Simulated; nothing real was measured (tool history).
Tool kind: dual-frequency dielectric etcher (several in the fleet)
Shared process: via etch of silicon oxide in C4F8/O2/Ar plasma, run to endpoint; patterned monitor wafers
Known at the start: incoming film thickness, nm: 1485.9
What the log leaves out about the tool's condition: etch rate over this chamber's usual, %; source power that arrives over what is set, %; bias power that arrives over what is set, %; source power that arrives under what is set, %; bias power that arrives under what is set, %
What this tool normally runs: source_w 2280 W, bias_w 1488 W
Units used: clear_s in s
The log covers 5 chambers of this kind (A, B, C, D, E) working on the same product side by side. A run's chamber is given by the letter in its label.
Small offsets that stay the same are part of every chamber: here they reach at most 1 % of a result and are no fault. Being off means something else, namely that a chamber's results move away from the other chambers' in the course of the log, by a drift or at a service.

| run | hour | source_w | bias_w | hours since the last wet clean | hours since the last source power generator calibration | hours since the last bias power generator calibration | clear_s |
|---|---|---|---|---|---|---|---|
| 1B | 8.7 | 2280 | 1488 | 264.5 | 3090.2 | 1734.7 | 299.35 |
| 2C | 16.3 | 2280 | 1488 | 409.7 | 1366.5 | 3286.9 | 301.97 |
| 3A | 23.2 | 2280 | 1488 | 319.9 | 987.2 | 3625.3 | 302.94 |
| 4D | 34 | 2280 | 1488 | 49 | 2253.9 | 463.8 | 306.07 |
| 5E | 44.6 | 2280 | 1488 | 422.2 | 836.1 | 1948.8 | 299.15 |
| 6A | 51.5 | 2280 | 1488 | 348.2 | 1015.5 | 3653.6 | 301.1 |
| 7C | 59.8 | 2280 | 1488 | 453.2 | 1410 | 3330.4 | 299.25 |
| 8E | 69.7 | 2040 | 1212 | 447.3 | 861.2 | 1973.9 | 331.16 |
| 9B | 78.5 | 2040 | 1212 | 334.3 | 3160 | 1804.5 | 334.08 |
| 10D | 88.6 | 2040 | 1212 | 103.6 | 2308.5 | 518.4 | 335.29 |
| 11E | 95.3 | 2040 | 1212 | 472.9 | 886.8 | 1999.5 | 331.93 |
| 12C | 101.3 | 2040 | 1212 | 494.7 | 1451.5 | 3371.9 | 326.74 |
|  | 102.8 | chamber E: wet clean of the chamber |
| 13D | 111.3 | 2280 | 1488 | 126.3 | 2331.2 | 541.1 | 304.01 |
| 14A | 120.3 | 1980 | 1783 | 417 | 1084.3 | 3722.4 | 304.2 |
| 15B | 126.1 | 1980 | 1783 | 381.9 | 3207.6 | 1852.1 | 304.8 |
|  | 131.9 | chamber A: wet clean of the chamber |
| 16A | 137 | 1980 | 1783 | 5.1 | 1101 | 3739.1 | 304.1 |
| 17C | 147.9 | 1980 | 1783 | 541.3 | 1498.1 | 3418.5 | 301.96 |
| 18D | 156.2 | 1980 | 1783 | 171.2 | 2376.1 | 586 | 309.81 |
| 19B | 165.6 | 1930 | 1215 | 421.4 | 3247.1 | 1891.6 | 337.16 |
| 20E | 174.7 | 1930 | 1215 | 72 | 966.2 | 2078.9 | 336.38 |
| 21C | 184.3 | 1930 | 1215 | 577.7 | 1534.5 | 3454.9 | 340.12 |
| 22A | 191.5 | 1930 | 1215 | 59.6 | 1155.5 | 3793.6 | 340.46 |
| 23B | 203.2 | 1930 | 1215 | 459 | 3284.7 | 1929.2 | 340.61 |
| 24E | 210.6 | 2280 | 1488 | 107.9 | 1002.1 | 2114.8 | 303.37 |
| 25D | 221.8 | 2280 | 1488 | 236.8 | 2441.7 | 651.6 | 303.27 |
|  | 222 | chamber C: wet clean of the chamber |
| 26A | 229.3 | 1860 | 1126 | 97.4 | 1193.3 | 3831.4 | 351.62 |
| 27B | 240.5 | 1860 | 1126 | 496.3 | 3322 | 1966.5 | 354.39 |
| 28E | 246.5 | 1860 | 1126 | 143.8 | 1038 | 2150.7 | 353.25 |
| 29D | 253.3 | 1860 | 1126 | 268.3 | 2473.2 | 683.1 | 354.83 |
| 30C | 259.6 | 1860 | 1126 | 37.6 | 1609.8 | 3530.2 | 352.73 |
| 31C | 265 | 2280 | 1488 | 43 | 1615.2 | 3535.6 | 302.43 |

All 5 chambers run these settings next. Forecast each chamber's results:
| 32A | 273.6 | 2280 | 1488 |  |  |  | ? |
| 32B | 273.6 | 2280 | 1488 |  |  |  | ? |
| 32C | 273.6 | 2280 | 1488 |  |  |  | ? |
| 32D | 273.6 | 2280 | 1488 |  |  |  | ? |
| 32E | 273.6 | 2280 | 1488 |  |  |  | ? |

| run | clear_s |
|---|---|
| 32A | 303.6 |
| 32B | 302.89 |
| 32C | 298.34 |
| 32D | 305.95 |
| 32E | 302.61 |
